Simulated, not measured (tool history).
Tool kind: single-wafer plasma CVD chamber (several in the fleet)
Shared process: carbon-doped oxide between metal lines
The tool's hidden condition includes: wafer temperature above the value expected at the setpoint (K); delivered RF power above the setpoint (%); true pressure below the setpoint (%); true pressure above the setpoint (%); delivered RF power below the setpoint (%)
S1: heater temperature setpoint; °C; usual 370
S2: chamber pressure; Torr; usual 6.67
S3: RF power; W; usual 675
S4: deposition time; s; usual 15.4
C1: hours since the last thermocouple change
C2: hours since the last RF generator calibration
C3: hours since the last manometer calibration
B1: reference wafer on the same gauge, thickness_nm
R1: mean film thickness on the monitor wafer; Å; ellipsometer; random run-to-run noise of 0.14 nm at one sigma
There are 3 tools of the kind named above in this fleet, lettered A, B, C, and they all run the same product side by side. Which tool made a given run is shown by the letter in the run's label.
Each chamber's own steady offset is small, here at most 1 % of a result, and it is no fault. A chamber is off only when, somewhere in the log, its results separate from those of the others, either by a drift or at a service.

run     day   S1    S2   S3    S4      C1      C2      C3      B1      R1
      0.325  -- chamber B: capacitance manometer re-zeroed and calibrated
 1A   0.533  370  6.67  675  15.4   699.1    44.1  1061.4  112.53  946.08
 2B   0.979  370  6.67  675  15.4  1203.1     561    15.8  112.53   938.2
 3C   1.238  370  6.67  675  15.4  1572.9  1136.5   109.1  112.56  936.68
 4A     1.7  370  6.67  675  15.4   727.1    72.1  1089.4  112.57     946
 5C   2.021  370  6.67  675  15.4  1591.7  1155.3   127.9   112.6  936.71
 6B   2.417  370  6.67  675  15.4  1237.6   595.5    50.3  112.64  940.71
 7C   2.904  370  6.67  675  15.4  1612.9  1176.5   149.1  112.66  937.34
 8B   3.446  370  6.67  675  15.4  1262.3   620.2      75  112.62  938.64
 9A   3.871  370  6.67  675  15.4   779.2   124.2  1141.5  112.74  946.15
10A   4.179  370  6.67  675  15.4   786.6   131.6  1148.9  112.72  948.73
11C     4.7  370  6.67  675  15.4    1656  1219.6   192.2  112.73  939.84
12B   5.171  370  6.67  675  15.4  1303.7   661.6   116.4   112.8  941.05
13C   5.583  370  6.67  675  15.4  1677.2  1240.8   213.4  112.78  937.34
14A   5.996  370  6.67  675  15.4   830.2   175.2  1192.5  112.75  946.24
15B   6.258  370  6.67  675  15.4  1329.8   687.7   142.5  112.81  944.06
16A   6.521  370  6.67  675  15.4   842.8   187.8  1205.1  112.84  949.41
17B   6.775  370  6.67  675  15.4  1342.2   700.1   154.9  112.82  941.17
18C   7.029  370  6.67  585  15.4  1711.9  1275.5   248.1   112.8  861.94
19B   7.288  370  6.67  585  15.4  1354.5   712.4   167.2  112.88  865.37
20C   7.842  370  6.67  585  15.4  1731.4    1295   267.6   112.9  862.61
21A   8.308  370  6.67  675  15.4   885.7   230.7    1248  112.87  951.61
22B   8.675  370  6.67  675  15.4  1387.8   745.7   200.5   112.9  942.63
23C   9.192  370  6.67  675  15.4  1763.8  1327.4     300  112.95  937.13
24A   9.483  370  6.67  675  15.4   913.9   258.9  1276.2  112.95  948.87
25A  10.038  370  6.67  675  15.4   927.2   272.2  1289.5  112.94  948.19
26B    10.4  370  6.67  675  15.4  1429.2   787.1   241.9  113.04  941.83
27C  10.721  370  6.67  675  15.4  1800.5  1364.1   336.7  113.07  938.12
     11.004  -- chamber A: thermocouple changed; heater temperature recalibrated
28A  11.154  370  6.67  675  15.4     3.6     299  1316.3  113.05  949.09
29C   11.65  370  6.67  675  15.4  1822.8  1386.4     359  113.02   940.6
30B  12.038  370  6.67  675  17.7  1468.5   826.4   281.2  113.07  1080.3
31A  12.283  370  6.67  675  17.7    30.7   326.1  1343.4  113.15  1089.8
32C  12.829  370  6.67  675  17.7  1851.1  1414.7   387.3  113.09  1078.6
33B  13.383  370  6.67  675  15.4  1500.8   858.7   313.5  113.15  944.08
34B  13.917  370  6.67  675  15.4  1513.6   871.5   326.3  113.19  943.48

Has any chamber moved away from the others, gradually or after a service, or does the common gauge drift, or do the chambers differ only by their own small steady offsets? State the chamber and the most likely cause if one applies.

Gauge drift. The chambers move together only on paper, and none stands off.
Cause: gauge reads high (%) = 0.618.
